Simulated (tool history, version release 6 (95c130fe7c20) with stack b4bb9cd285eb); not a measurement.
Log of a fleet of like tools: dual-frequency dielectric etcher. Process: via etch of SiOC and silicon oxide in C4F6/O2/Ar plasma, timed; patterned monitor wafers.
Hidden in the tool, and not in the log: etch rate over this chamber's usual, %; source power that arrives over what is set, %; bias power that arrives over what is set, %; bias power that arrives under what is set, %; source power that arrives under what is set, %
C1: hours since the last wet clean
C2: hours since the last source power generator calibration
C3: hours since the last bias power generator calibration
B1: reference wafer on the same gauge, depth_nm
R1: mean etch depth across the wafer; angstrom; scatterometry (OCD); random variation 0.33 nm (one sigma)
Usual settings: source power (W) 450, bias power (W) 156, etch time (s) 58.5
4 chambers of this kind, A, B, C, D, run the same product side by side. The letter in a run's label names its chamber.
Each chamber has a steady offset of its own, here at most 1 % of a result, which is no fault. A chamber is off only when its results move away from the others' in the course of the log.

{"run": "1C", "hour": 4.6, "source power (W)": 450, "bias power (W)": 156, "etch time (s)": 58.5, "C1": 360.9, "C2": 1212.3, "C3": 2332.0, "B1": 54.908, "R1": 661.73}
{"run": "2A", "hour": 8.1, "source power (W)": 450, "bias power (W)": 156, "etch time (s)": 58.5, "C1": 143.3, "C2": 888.8, "C3": 3403.2, "B1": 54.844, "R1": 665.22}
{"run": "3D", "hour": 14.1, "source power (W)": 450, "bias power (W)": 156, "etch time (s)": 58.5, "C1": 178.3, "C2": 92.1, "C3": 807.2, "B1": 54.913, "R1": 666.03}
{"run": "4B", "hour": 17.6, "source power (W)": 450, "bias power (W)": 156, "etch time (s)": 58.5, "C1": 453.6, "C2": 2995.9, "C3": 312.0, "B1": 54.944, "R1": 661.68}
{"run": "5D", "hour": 22.0, "source power (W)": 500, "bias power (W)": 156, "etch time (s)": 47.5, "C1": 186.2, "C2": 100.0, "C3": 815.1, "B1": 54.981, "R1": 559.19}
{"run": "6B", "hour": 26.1, "source power (W)": 500, "bias power (W)": 156, "etch time (s)": 47.5, "C1": 462.1, "C2": 3004.4, "C3": 320.5, "B1": 54.894, "R1": 565.71}
{"hour": 26.8, "done": "chamber B: wet clean of the chamber"}
{"run": "7C", "hour": 34.0, "source power (W)": 500, "bias power (W)": 156, "etch time (s)": 47.5, "C1": 390.3, "C2": 1241.7, "C3": 2361.4, "B1": 54.882, "R1": 561.74}
{"run": "8A", "hour": 37.8, "source power (W)": 500, "bias power (W)": 156, "etch time (s)": 47.5, "C1": 173.0, "C2": 918.5, "C3": 3432.9, "B1": 54.896, "R1": 560.97}
{"run": "9A", "hour": 41.7, "source power (W)": 450, "bias power (W)": 156, "etch time (s)": 58.5, "C1": 176.9, "C2": 922.4, "C3": 3436.8, "B1": 54.884, "R1": 656.25}
{"run": "10C", "hour": 49.2, "source power (W)": 450, "bias power (W)": 156, "etch time (s)": 64.5, "C1": 405.5, "C2": 1256.9, "C3": 2376.6, "B1": 55.01, "R1": 729.76}
{"run": "11B", "hour": 55.9, "source power (W)": 450, "bias power (W)": 156, "etch time (s)": 64.5, "C1": 29.2, "C2": 3034.2, "C3": 350.3, "B1": 54.848, "R1": 734.77}
{"run": "12D", "hour": 61.0, "source power (W)": 450, "bias power (W)": 156, "etch time (s)": 64.5, "C1": 225.2, "C2": 139.0, "C3": 854.1, "B1": 54.882, "R1": 727.58}
{"run": "13D", "hour": 66.6, "source power (W)": 450, "bias power (W)": 156, "etch time (s)": 64.5, "C1": 230.8, "C2": 144.6, "C3": 859.7, "B1": 54.965, "R1": 728.34}
{"run": "14B", "hour": 74.5, "source power (W)": 450, "bias power (W)": 156, "etch time (s)": 58.5, "C1": 47.8, "C2": 3052.8, "C3": 368.9, "B1": 54.948, "R1": 659.18}
{"run": "15C", "hour": 81.9, "source power (W)": 450, "bias power (W)": 156, "etch time (s)": 58.5, "C1": 438.2, "C2": 1289.6, "C3": 2409.3, "B1": 54.884, "R1": 663.23}
{"run": "16A", "hour": 87.7, "source power (W)": 450, "bias power (W)": 156, "etch time (s)": 58.5, "C1": 222.9, "C2": 968.4, "C3": 3482.8, "B1": 54.868, "R1": 675.1}
{"run": "17D", "hour": 91.9, "source power (W)": 450, "bias power (W)": 156, "etch time (s)": 58.5, "C1": 256.1, "C2": 169.9, "C3": 885.0, "B1": 54.841, "R1": 665.28}
{"run": "18C", "hour": 97.8, "source power (W)": 450, "bias power (W)": 156, "etch time (s)": 58.5, "C1": 454.1, "C2": 1305.5, "C3": 2425.2, "B1": 54.926, "R1": 663.27}
{"run": "19B", "hour": 101.4, "source power (W)": 450, "bias power (W)": 156, "etch time (s)": 58.5, "C1": 74.7, "C2": 3079.7, "C3": 395.8, "B1": 54.886, "R1": 663.7}
{"run": "20A", "hour": 105.1, "source power (W)": 450, "bias power (W)": 156, "etch time (s)": 58.5, "C1": 240.3, "C2": 985.8, "C3": 3500.2, "B1": 54.876, "R1": 676.37}
{"run": "21B", "hour": 110.4, "source power (W)": 450, "bias power (W)": 156, "etch time (s)": 58.5, "C1": 83.7, "C2": 3088.7, "C3": 404.8, "B1": 54.907, "R1": 665.0}
{"run": "22D", "hour": 115.4, "source power (W)": 450, "bias power (W)": 156, "etch time (s)": 58.5, "C1": 279.6, "C2": 193.4, "C3": 908.5, "B1": 54.854, "R1": 661.63}
{"run": "23C", "hour": 120.1, "source power (W)": 450, "bias power (W)": 156, "etch time (s)": 58.5, "C1": 476.4, "C2": 1327.8, "C3": 2447.5, "B1": 54.878, "R1": 661.81}
{"run": "24A", "hour": 127.6, "source power (W)": 450, "bias power (W)": 156, "etch time (s)": 58.5, "C1": 262.8, "C2": 1008.3, "C3": 3522.7, "B1": 54.818, "R1": 682.1}
{"run": "25B", "hour": 133.2, "source power (W)": 450, "bias power (W)": 156, "etch time (s)": 58.5, "C1": 106.5, "C2": 3111.5, "C3": 427.6, "B1": 54.869, "R1": 670.06}
{"hour": 134.5, "done": "chamber C: wet clean of the chamber"}
{"run": "26D", "hour": 137.5, "source power (W)": 450, "bias power (W)": 156, "etch time (s)": 58.5, "C1": 301.7, "C2": 215.5, "C3": 930.6, "B1": 54.877, "R1": 662.4}
{"run": "27C", "hour": 142.4, "source power (W)": 450, "bias power (W)": 156, "etch time (s)": 58.5, "C1": 8.0, "C2": 1350.1, "C3": 2469.8, "B1": 54.89, "R1": 658.53}
{"run": "28A", "hour": 149.8, "source power (W)": 450, "bias power (W)": 156, "etch time (s)": 58.5, "C1": 285.0, "C2": 1030.5, "C3": 3544.9, "B1": 54.895, "R1": 686.75}
{"run": "29D", "hour": 157.0, "source power (W)": 450, "bias power (W)": 156, "etch time (s)": 58.5, "C1": 321.2, "C2": 235.0, "C3": 950.1, "B1": 54.898, "R1": 662.11}
{"run": "30A", "hour": 164.5, "source power (W)": 450, "bias power (W)": 156, "etch time (s)": 58.5, "C1": 299.7, "C2": 1045.2, "C3": 3559.6, "B1": 54.865, "R1": 681.81}
{"run": "31C", "hour": 171.6, "source power (W)": 450, "bias power (W)": 156, "etch time (s)": 58.5, "C1": 37.2, "C2": 1379.3, "C3": 2499.0, "B1": 55.007, "R1": 664.55}
{"run": "32B", "hour": 175.8, "source power (W)": 450, "bias power (W)": 156, "etch time (s)": 58.5, "C1": 149.1, "C2": 3154.1, "C3": 470.2, "B1": 54.908, "R1": 666.88}

What goes on in this fleet: one chamber off, a drifting gauge, or nothing beyond the chambers' own small offsets? Name the chamber and the cause, if any.

Chamber A drifts away from the others.
Cause: etch rate over this chamber's usual, % = 5.07.

Here are 4 candidates for chamber A's next run, each the usual settings with a change, their results left as question marks. Which one brings its results back in line with what the others give on the usual settings?
In line means no further than this from the other chambers' mean on the usual settings: R1 12.00 angstrom
{"run": "33A-1", "hour": 181.7, "source power (W)": 510, "bias power (W)": 173, "etch time (s)": 58.5, "R1": "?"}
{"run": "33A-2", "hour": 181.7, "source power (W)": 450, "bias power (W)": 179, "etch time (s)": 58.5, "R1": "?"}
{"run": "33A-3", "hour": 181.7, "source power (W)": 450, "bias power (W)": 118, "etch time (s)": 58.5, "R1": "?"}
{"run": "33A-4", "hour": 181.7, "source power (W)": 450, "bias power (W)": 155, "etch time (s)": 56.0, "R1": "?"}

The other chambers' mean on the usual settings: R1 662.72 angstrom
run=33A-1 R1=754.68
run=33A-2 R1=726.39
run=33A-3 R1=638.34
run=33A-4 R1=664.10
33A-4 brings the chamber back in line.
